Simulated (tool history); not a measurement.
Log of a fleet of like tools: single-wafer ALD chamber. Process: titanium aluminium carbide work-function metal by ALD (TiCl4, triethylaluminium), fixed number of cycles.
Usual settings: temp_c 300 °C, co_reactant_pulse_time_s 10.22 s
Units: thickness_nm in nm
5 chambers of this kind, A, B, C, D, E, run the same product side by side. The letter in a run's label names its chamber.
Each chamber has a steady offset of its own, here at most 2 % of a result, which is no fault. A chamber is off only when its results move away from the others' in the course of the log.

run    day  temp_c  co_reactant_pulse_time_s  read-back reference wafer on the same gauge, thickness_nm  thickness_nm
 1A  0.296     300                     10.22                                                     2.1901        1.9688
 2D  0.458     300                     10.22                                                     2.1874         2.006
 3E  0.683     300                     10.22                                                     2.1914         2.019
     0.754  -- chamber E: thermocouple changed; heater temperature recalibrated
 4B  0.912     300                     10.22                                                     2.1904        2.0078
 5C  1.042     300                     10.22                                                     2.1939        2.0355
 6D  1.233     300                     10.22                                                     2.1923        1.9904
 7E  1.404     300                     10.22                                                     2.1919        2.0258
 8B  1.538     300                     10.22                                                     2.1911        2.0088
 9C  1.796     300                     10.22                                                     2.1915        2.0372
10A   1.95     300                     10.22                                                     2.1916        1.9748
11D  2.088     300                     10.22                                                     2.1893        1.9876
12B  2.321     292                      8.63                                                     2.1876        1.8787
13A  2.542     292                      8.63                                                     2.1927        1.8702
14C  2.775     292                      8.63                                                     2.1918        1.9387
15E  2.967     292                      8.63                                                       2.19        1.9077
16D  3.225     292                      8.63                                                     2.1897        1.8664
17E  3.483     300                     10.22                                                     2.1897        2.0199
18C  3.708     300                     10.22                                                     2.1894        2.0558
19A  3.992     300                     10.22                                                     2.1891         1.983
20B  4.158     300                     10.22                                                     2.1911         2.007
21D  4.429     300                     10.22                                                     2.1882        1.9844
22C  4.596     312                     10.22                                                     2.1911        2.1499
     4.658  -- chamber C: triethylaluminium bottle replaced
23E  4.796     312                     10.22                                                     2.1908        2.1393
24B  4.925     312                     10.22                                                     2.1889        2.1001
25A  5.142     312                     10.22                                                     2.1873        2.0752
26D  5.438     312                     10.22                                                     2.1906        2.1069
27E  5.679     300                     10.22                                                     2.1901        2.0013
28A  5.904     288                      7.64                                                     2.1917        1.8123
29C  6.092     288                      7.64                                                     2.1902        1.8596
30B  6.283     288                      7.64                                                     2.1895         1.813
31B  6.579     288                      7.64                                                     2.1909        1.7983
32A  6.733     288                      7.64                                                     2.1907        1.7987
33C  6.942     300                     10.22                                                     2.1902        2.0386
34D  7.129     312                     11.63                                                     2.1912        2.1118
35E  7.396     312                     11.63                                                     2.1941        2.1344

What goes on in this fleet: one chamber off, a drifting gauge, or nothing beyond the chambers' own small offsets? Name the chamber and the cause, if any.

No chamber stands off beyond its own small offset, and the gauge holds steady.
